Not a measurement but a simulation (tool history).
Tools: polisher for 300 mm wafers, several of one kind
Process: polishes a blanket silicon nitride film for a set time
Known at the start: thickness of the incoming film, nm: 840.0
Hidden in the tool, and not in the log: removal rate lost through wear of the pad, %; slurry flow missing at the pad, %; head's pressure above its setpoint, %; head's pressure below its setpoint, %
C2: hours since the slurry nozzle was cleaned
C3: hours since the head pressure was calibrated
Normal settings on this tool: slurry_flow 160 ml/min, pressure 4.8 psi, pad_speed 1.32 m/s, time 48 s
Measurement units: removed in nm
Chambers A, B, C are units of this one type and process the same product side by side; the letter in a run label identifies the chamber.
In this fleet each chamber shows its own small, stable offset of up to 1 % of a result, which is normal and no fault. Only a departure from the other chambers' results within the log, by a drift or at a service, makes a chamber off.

Run 1B, hour 8.3: usual settings; wafers polished on this pad 318; C2 469.9; C3 689.0. Result: removed 158.55 nm.
Run 2C, hour 16.2: usual settings; wafers polished on this pad 997; C2 215.1; C3 156.9. Result: removed 158.64 nm.
At hour 19.2: chamber C: worn pad replaced by a new one.
Run 3A, hour 21.7: usual settings; wafers polished on this pad 986; C2 169.7; C3 97.8. Result: removed 159.05 nm.
At hour 25.9: chamber B: head pressure recalibrated.
Run 4A, hour 26.6: usual settings; wafers polished on this pad 1070; C2 174.6; C3 102.7. Result: removed 158.92 nm.
Run 5B, hour 33.1: usual settings; wafers polished on this pad 747; C2 494.7; C3 7.2. Result: removed 160.56 nm.
At hour 35.8: chamber B: worn pad replaced by a new one.
Run 6C, hour 41.0: usual settings; wafers polished on this pad 377; C2 239.9; C3 181.7. Result: removed 162.30 nm.
Run 7C, hour 49.3: usual settings; wafers polished on this pad 520; C2 248.2; C3 190.0. Result: removed 163.63 nm.
At hour 49.7: chamber A: worn pad replaced by a new one.
Run 8B, hour 53.9: usual settings; wafers polished on this pad 313; C2 515.5; C3 28.0. Result: removed 157.26 nm.
Run 9A, hour 61.0: usual settings; wafers polished on this pad 196; C2 209.0; C3 137.1. Result: removed 161.07 nm.
Run 10C, hour 66.5: usual settings; wafers polished on this pad 818; C2 265.4; C3 207.2. Result: removed 163.64 nm.
Run 11A, hour 72.5: usual settings; wafers polished on this pad 395; C2 220.5; C3 148.6. Result: removed 161.68 nm.
At hour 77.8: chamber B: worn pad replaced by a new one.
Run 12B, hour 80.9: usual settings; wafers polished on this pad 54; C2 542.5; C3 55.0. Result: removed 160.96 nm.
Run 13C, hour 87.1: usual settings; wafers polished on this pad 1174; C2 286.0; C3 227.8. Result: removed 161.12 nm.
At hour 89.5: chamber C: worn pad replaced by a new one.
Run 14B, hour 95.1: usual settings; wafers polished on this pad 300; C2 556.7; C3 69.2. Result: removed 161.16 nm.
Run 15A, hour 101.4: usual settings; wafers polished on this pad 895; C2 249.4; C3 177.5. Result: removed 161.88 nm.
Run 16C, hour 108.9: usual settings; wafers polished on this pad 336; C2 307.8; C3 249.6. Result: removed 161.51 nm.
At hour 116.2: chamber B: worn pad replaced by a new one.
Run 17A, hour 116.4: usual settings; wafers polished on this pad 1154; C2 264.4; C3 192.5. Result: removed 162.28 nm.
Run 18B, hour 124.4: usual settings; wafers polished on this pad 142; C2 586.0; C3 98.5. Result: removed 161.07 nm.
At hour 126.4: chamber A: worn pad replaced by a new one.
Run 19C, hour 132.4: usual settings; wafers polished on this pad 742; C2 331.3; C3 273.1. Result: removed 157.52 nm.
Run 20B, hour 140.1: usual settings; wafers polished on this pad 413; C2 601.7; C3 114.2. Result: removed 160.69 nm.
Run 21A, hour 147.7: usual settings; wafers polished on this pad 369; C2 295.7; C3 223.8. Result: removed 157.64 nm.
At hour 147.8: chamber C: worn pad replaced by a new one.
At hour 150.6: chamber B: slurry nozzle cleaned.
Run 22C, hour 156.1: usual settings; wafers polished on this pad 144; C2 355.0; C3 296.8. Result: removed 163.00 nm.
At hour 157.8: chamber B: worn pad replaced by a new one.
Run 23B, hour 161.3: usual settings but slurry_flow 205 ml/min, pad_speed 1.14 m/s; wafers polished on this pad 61; C2 10.8; C3 135.4. Result: removed 146.36 nm.
Run 24A, hour 165.3: usual settings but slurry_flow 205 ml/min, pad_speed 1.14 m/s; wafers polished on this pad 673; C2 313.3; C3 241.4. Result: removed 148.89 nm.
Run 25A, hour 172.1: usual settings but slurry_flow 205 ml/min, pad_speed 1.14 m/s; wafers polished on this pad 791; C2 320.1; C3 248.2. Result: removed 147.83 nm.
Run 26B, hour 180.0: usual settings; wafers polished on this pad 384; C2 29.5; C3 154.1. Result: removed 164.56 nm.
Run 27C, hour 183.8: usual settings but pressure 3.9 psi, time 37 s; wafers polished on this pad 624; C2 382.7; C3 324.5. Result: removed 100.72 nm.
Run 28B, hour 190.1: usual settings but pressure 3.9 psi, time 37 s; wafers polished on this pad 559; C2 39.6; C3 164.2. Result: removed 100.12 nm.
Run 29C, hour 194.3: usual settings but pressure 3.9 psi, time 37 s; wafers polished on this pad 805; C2 393.2; C3 335.0. Result: removed 100.64 nm.
At hour 199.3: chamber A: worn pad replaced by a new one.
Run 30A, hour 200.4: usual settings; wafers polished on this pad 20; C2 348.4; C3 276.5. Result: removed 160.80 nm.
Run 31A, hour 204.7: usual settings; wafers polished on this pad 94; C2 352.7; C3 280.8. Result: removed 160.23 nm.
At hour 205.3: chamber C: worn pad replaced by a new one.
Run 32C, hour 211.4: usual settings; wafers polished on this pad 106; C2 410.3; C3 352.1. Result: removed 165.17 nm.

All chambers now run identical settings, listed one chamber a line with results as question marks. What results will each chamber show?
Run 33A, hour 217.4: usual settings but pad_speed 0.88 m/s. Result: removed ?.
Run 33B, hour 217.4: usual settings but pad_speed 0.88 m/s. Result: removed ?.
Run 33C, hour 217.4: usual settings but pad_speed 0.88 m/s. Result: removed ?.

run  removed
33A   115.18
33B   114.98
33C   116.76
